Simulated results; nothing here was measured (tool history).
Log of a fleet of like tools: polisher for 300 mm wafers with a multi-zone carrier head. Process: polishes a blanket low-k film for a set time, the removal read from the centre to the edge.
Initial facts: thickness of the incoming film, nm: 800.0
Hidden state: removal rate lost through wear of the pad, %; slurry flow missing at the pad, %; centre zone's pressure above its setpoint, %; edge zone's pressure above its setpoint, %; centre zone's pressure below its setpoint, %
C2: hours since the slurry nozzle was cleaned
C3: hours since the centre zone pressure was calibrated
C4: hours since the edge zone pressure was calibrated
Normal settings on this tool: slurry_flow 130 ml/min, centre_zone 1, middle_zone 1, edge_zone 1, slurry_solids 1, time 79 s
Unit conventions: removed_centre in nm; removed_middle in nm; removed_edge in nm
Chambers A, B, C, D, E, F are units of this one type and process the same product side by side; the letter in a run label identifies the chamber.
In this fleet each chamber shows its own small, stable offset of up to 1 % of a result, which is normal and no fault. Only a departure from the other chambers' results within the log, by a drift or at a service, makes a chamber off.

-- hour=0.6 chamber B: worn pad replaced by a new one
run 1E hour=6.3 | slurry_flow=130 centre_zone=1 middle_zone=1 edge_zone=1 slurry_solids=1 time=79 | wafers_polished_on_this_pad=260 C2=128.7 C3=480 C4=60.9 | removed_centre=21.997 removed_middle=21.943 removed_edge=22.018
-- hour=7.9 chamber F: worn pad replaced by a new one
-- hour=9.5 chamber A: worn pad replaced by a new one
run 2C hour=12.4 | slurry_flow=130 centre_zone=1 middle_zone=1 edge_zone=1 slurry_solids=1 time=79 | wafers_polished_on_this_pad=1148 C2=35.5 C3=421.1 C4=40.9 | removed_centre=22.024 removed_middle=21.454 removed_edge=21.839
-- hour=18.4 chamber D: slurry nozzle cleaned
run 3F hour=18.7 | slurry_flow=130 centre_zone=1 middle_zone=1 edge_zone=1 slurry_solids=1 time=79 | wafers_polished_on_this_pad=140 C2=496 C3=648.5 C4=521 | removed_centre=21.643 removed_middle=21.674 removed_edge=22.011
run 4D hour=26.4 | slurry_flow=130 centre_zone=1 middle_zone=1 edge_zone=1 slurry_solids=1 time=79 | wafers_polished_on_this_pad=772 C2=8 C3=390.9 C4=553.9 | removed_centre=21.768 removed_middle=21.923 removed_edge=21.217
-- hour=29.3 chamber C: worn pad replaced by a new one
run 5A hour=31.5 | slurry_flow=130 centre_zone=1 middle_zone=1 edge_zone=1 slurry_solids=1 time=79 | wafers_polished_on_this_pad=284 C2=173.2 C3=343.2 C4=58.9 | removed_centre=21.749 removed_middle=21.56 removed_edge=21.495
run 6B hour=35.6 | slurry_flow=130 centre_zone=0.91 middle_zone=0.95 edge_zone=1 slurry_solids=1 time=79 | wafers_polished_on_this_pad=452 C2=194.2 C3=311.3 C4=282 | removed_centre=19.451 removed_middle=20.79 removed_edge=21.744
-- hour=37.5 chamber D: worn pad replaced by a new one
run 7A hour=43.4 | slurry_flow=130 centre_zone=0.91 middle_zone=0.95 edge_zone=1 slurry_solids=1 time=79 | wafers_polished_on_this_pad=438 C2=185.1 C3=355.1 C4=70.8 | removed_centre=19.553 removed_middle=20.751 removed_edge=21.889
run 8E hour=47.5 | slurry_flow=130 centre_zone=0.91 middle_zone=0.95 edge_zone=1 slurry_solids=1 time=79 | wafers_polished_on_this_pad=793 C2=169.9 C3=521.2 C4=102.1 | removed_centre=19.525 removed_middle=20.683 removed_edge=21.699
run 9C hour=53.8 | slurry_flow=130 centre_zone=0.91 middle_zone=0.95 edge_zone=1 slurry_solids=1 time=79 | wafers_polished_on_this_pad=316 C2=76.9 C3=462.5 C4=82.3 | removed_centre=19.563 removed_middle=20.802 removed_edge=22.316
-- hour=55.7 chamber C: centre zone pressure recalibrated
-- hour=55.8 chamber A: worn pad replaced by a new one
-- hour=59.2 chamber F: worn pad replaced by a new one
run 10B hour=61.3 | slurry_flow=130 centre_zone=0.91 middle_zone=0.95 edge_zone=1 slurry_solids=1 time=79 | wafers_polished_on_this_pad=784 C2=219.9 C3=337 C4=307.7 | removed_centre=19.435 removed_middle=20.59 removed_edge=21.365
run 11F hour=67.9 | slurry_flow=130 centre_zone=0.91 middle_zone=0.95 edge_zone=1 slurry_solids=1 time=79 | wafers_polished_on_this_pad=112 C2=545.2 C3=697.7 C4=570.2 | removed_centre=19.719 removed_middle=20.653 removed_edge=21.994
run 12D hour=74.2 | slurry_flow=130 centre_zone=1 middle_zone=1 edge_zone=1 slurry_solids=1 time=79 | wafers_polished_on_this_pad=474 C2=55.8 C3=438.7 C4=601.7 | removed_centre=21.416 removed_middle=21.865 removed_edge=21.692
run 13B hour=80.7 | slurry_flow=130 centre_zone=1 middle_zone=1 edge_zone=1 slurry_solids=1 time=79 | wafers_polished_on_this_pad=1035 C2=239.3 C3=356.4 C4=327.1 | removed_centre=21.063 removed_middle=21.616 removed_edge=21.416
-- hour=82 chamber E: worn pad replaced by a new one
run 14E hour=85.5 | slurry_flow=130 centre_zone=1 middle_zone=1 edge_zone=1 slurry_solids=1 time=79 | wafers_polished_on_this_pad=45 C2=207.9 C3=559.2 C4=140.1 | removed_centre=21.72 removed_middle=21.603 removed_edge=21.468
run 15A hour=89.2 | slurry_flow=130 centre_zone=1 middle_zone=1 edge_zone=1 slurry_solids=1 time=79 | wafers_polished_on_this_pad=431 C2=230.9 C3=400.9 C4=116.6 | removed_centre=21.47 removed_middle=21.389 removed_edge=21.626
run 16C hour=93 | slurry_flow=130 centre_zone=1 middle_zone=1 edge_zone=1 slurry_solids=1 time=79 | wafers_polished_on_this_pad=823 C2=116.1 C3=37.3 C4=121.5 | removed_centre=21.677 removed_middle=21.935 removed_edge=21.835
-- hour=96.5 chamber A: worn pad replaced by a new one
run 17D hour=98.5 | slurry_flow=130 centre_zone=1 middle_zone=1 edge_zone=1 slurry_solids=1 time=79 | wafers_polished_on_this_pad=787 C2=80.1 C3=463 C4=626 | removed_centre=21.209 removed_middle=21.714 removed_edge=21.787
-- hour=104.6 chamber B: worn pad replaced by a new one
run 18F hour=106.6 | slurry_flow=130 centre_zone=1 middle_zone=1 edge_zone=1 slurry_solids=1 time=79 | wafers_polished_on_this_pad=612 C2=583.9 C3=736.4 C4=608.9 | removed_centre=21.825 removed_middle=21.95 removed_edge=21.623
-- hour=108.8 chamber F: worn pad replaced by a new one
run 19A hour=111 | slurry_flow=130 centre_zone=1 middle_zone=1 edge_zone=1 slurry_solids=1 time=79 | wafers_polished_on_this_pad=188 C2=252.7 C3=422.7 C4=138.4 | removed_centre=21.892 removed_middle=21.628 removed_edge=21.41
-- hour=113.9 chamber D: worn pad replaced by a new one
-- hour=115.8 chamber A: centre zone pressure recalibrated
run 20F hour=117.6 | slurry_flow=130 centre_zone=1 middle_zone=1 edge_zone=1 slurry_solids=1 time=79 | wafers_polished_on_this_pad=113 C2=594.9 C3=747.4 C4=619.9 | removed_centre=21.858 removed_middle=21.662 removed_edge=21.755
run 21D hour=122.9 | slurry_flow=130 centre_zone=1 middle_zone=1 edge_zone=1 slurry_solids=1 time=79 | wafers_polished_on_this_pad=116 C2=104.5 C3=487.4 C4=650.4 | removed_centre=21.833 removed_middle=22.133 removed_edge=21.416
-- hour=125.2 chamber C: worn pad replaced by a new one
run 22B hour=130.5 | slurry_flow=130 centre_zone=1 middle_zone=1 edge_zone=1 slurry_solids=1 time=79 | wafers_polished_on_this_pad=335 C2=289.1 C3=406.2 C4=376.9 | removed_centre=21.712 removed_middle=21.361 removed_edge=21.562
-- hour=134 chamber B: slurry nozzle cleaned
run 23C hour=138.5 | slurry_flow=130 centre_zone=1 middle_zone=1 edge_zone=1 slurry_solids=1 time=79 | wafers_polished_on_this_pad=171 C2=161.6 C3=82.8 C4=167 | removed_centre=21.742 removed_middle=21.503 removed_edge=21.759
-- hour=139.2 chamber A: worn pad replaced by a new one
run 24E hour=143.8 | slurry_flow=130 centre_zone=1 middle_zone=1 edge_zone=1 slurry_solids=1 time=79 | wafers_polished_on_this_pad=798 C2=266.2 C3=617.5 C4=198.4 | removed_centre=21.817 removed_middle=21.611 removed_edge=21.652
-- hour=148.3 chamber F: edge zone pressure recalibrated
run 25A hour=151.7 | slurry_flow=130 centre_zone=1 middle_zone=1 edge_zone=1 slurry_solids=1 time=79 | wafers_polished_on_this_pad=162 C2=293.4 C3=35.9 C4=179.1 | removed_centre=21.904 removed_middle=21.399 removed_edge=21.854
-- hour=153.2 chamber F: worn pad replaced by a new one
-- hour=154.5 chamber E: worn pad replaced by a new one
run 26D hour=155.3 | slurry_flow=130 centre_zone=1 middle_zone=1 edge_zone=1 slurry_solids=1 time=79 | wafers_polished_on_this_pad=535 C2=136.9 C3=519.8 C4=682.8 | removed_centre=21.659 removed_middle=21.827 removed_edge=21.725
run 27C hour=163.4 | slurry_flow=130 centre_zone=1 middle_zone=1 edge_zone=1 slurry_solids=1 time=79 | wafers_polished_on_this_pad=493 C2=186.5 C3=107.7 C4=191.9 | removed_centre=21.935 removed_middle=21.605 removed_edge=21.621
run 28F hour=170 | slurry_flow=130 centre_zone=1 middle_zone=1 edge_zone=1 slurry_solids=1 time=79 | wafers_polished_on_this_pad=217 C2=647.3 C3=799.8 C4=21.8 | removed_centre=21.764 removed_middle=21.482 removed_edge=21.919
-- hour=172.3 chamber E: slurry nozzle cleaned
run 29B hour=174.7 | slurry_flow=130 centre_zone=1 middle_zone=1 edge_zone=1 slurry_solids=1 time=79 | wafers_polished_on_this_pad=906 C2=40.8 C3=450.4 C4=421.1 | removed_centre=21.42 removed_middle=21.642 removed_edge=21.508
run 30E hour=180.7 | slurry_flow=130 centre_zone=1 middle_zone=1 edge_zone=1 slurry_solids=1 time=79 | wafers_polished_on_this_pad=339 C2=8.4 C3=654.4 C4=235.3 | removed_centre=21.623 removed_middle=21.547 removed_edge=22.029
run 31F hour=185.4 | slurry_flow=130 centre_zone=1 middle_zone=1 edge_zone=1 slurry_solids=1 time=79 | wafers_polished_on_this_pad=416 C2=662.7 C3=815.2 C4=37.2 | removed_centre=21.703 removed_middle=21.691 removed_edge=21.784
-- hour=185.8 chamber F: centre zone pressure recalibrated
-- hour=190.5 chamber A: worn pad replaced by a new one
run 32C hour=190.9 | slurry_flow=130 centre_zone=1 middle_zone=1 edge_zone=1 slurry_solids=1 time=79 | wafers_polished_on_this_pad=848 C2=214 C3=135.2 C4=219.4 | removed_centre=21.841 removed_middle=21.556 removed_edge=21.786
run 33A hour=195.8 | slurry_flow=130 centre_zone=1.11 middle_zone=1 edge_zone=1 slurry_solids=1.15 time=79 | wafers_polished_on_this_pad=69 C2=337.5 C3=80 C4=223.2 | removed_centre=26.061 removed_middle=23.129 removed_edge=23.022
-- hour=195.9 chamber F: worn pad replaced by a new one
-- hour=199.8 chamber B: worn pad replaced by a new one
run 34E hour=202.2 | slurry_flow=130 centre_zone=1.11 middle_zone=1 edge_zone=1 slurry_solids=1.15 time=79 | wafers_polished_on_this_pad=616 C2=29.9 C3=675.9 C4=256.8 | removed_centre=26.261 removed_middle=23.198 removed_edge=22.988
-- hour=204.6 chamber D: worn pad replaced by a new one
run 35D hour=207.3 | slurry_flow=130 centre_zone=1.11 middle_zone=1 edge_zone=1 slurry_solids=1.15 time=79 | wafers_polished_on_this_pad=35 C2=188.9 C3=571.8 C4=734.8 | removed_centre=25.848 removed_middle=23.356 removed_edge=23.258
run 36B hour=213.3 | slurry_flow=130 centre_zone=1.11 middle_zone=1 edge_zone=1 slurry_solids=1.15 time=79 | wafers_polished_on_this_pad=175 C2=79.4 C3=489 C4=459.7 | removed_centre=25.739 removed_middle=22.826 removed_edge=23.019
-- hour=218 chamber A: slurry nozzle cleaned
run 37F hour=218.1 | slurry_flow=130 centre_zone=1.11 middle_zone=1 edge_zone=1 slurry_solids=1.15 time=79 | wafers_polished_on_this_pad=287 C2=695.4 C3=32.3 C4=69.9 | removed_centre=25.841 removed_middle=22.805 removed_edge=23.425
run 38E hour=221.8 | slurry_flow=130 centre_zone=1.11 middle_zone=1 edge_zone=1 slurry_solids=1.15 time=79 | wafers_polished_on_this_pad=869 C2=49.5 C3=695.5 C4=276.4 | removed_centre=25.871 removed_middle=23.007 removed_edge=22.923
run 39B hour=227.5 | slurry_flow=130 centre_zone=1 middle_zone=1 edge_zone=1 slurry_solids=1 time=79 | wafers_polished_on_this_pad=358 C2=93.6 C3=503.2 C4=473.9 | removed_centre=21.583 removed_middle=21.646 removed_edge=21.61
run 40A hour=235.3 | slurry_flow=130 centre_zone=1 middle_zone=1 edge_zone=1 slurry_solids=1 time=79 | wafers_polished_on_this_pad=579 C2=17.4 C3=119.5 C4=262.7 | removed_centre=21.843 removed_middle=21.537 removed_edge=21.808

Has any chamber moved away from the others, gradually or after a service, or does the common gauge drift, or do the chambers differ only by their own small steady offsets? State the chamber and the most likely cause if one applies.

Beyond each chamber's small constant offset nothing stands out, and the gauge stays steady.

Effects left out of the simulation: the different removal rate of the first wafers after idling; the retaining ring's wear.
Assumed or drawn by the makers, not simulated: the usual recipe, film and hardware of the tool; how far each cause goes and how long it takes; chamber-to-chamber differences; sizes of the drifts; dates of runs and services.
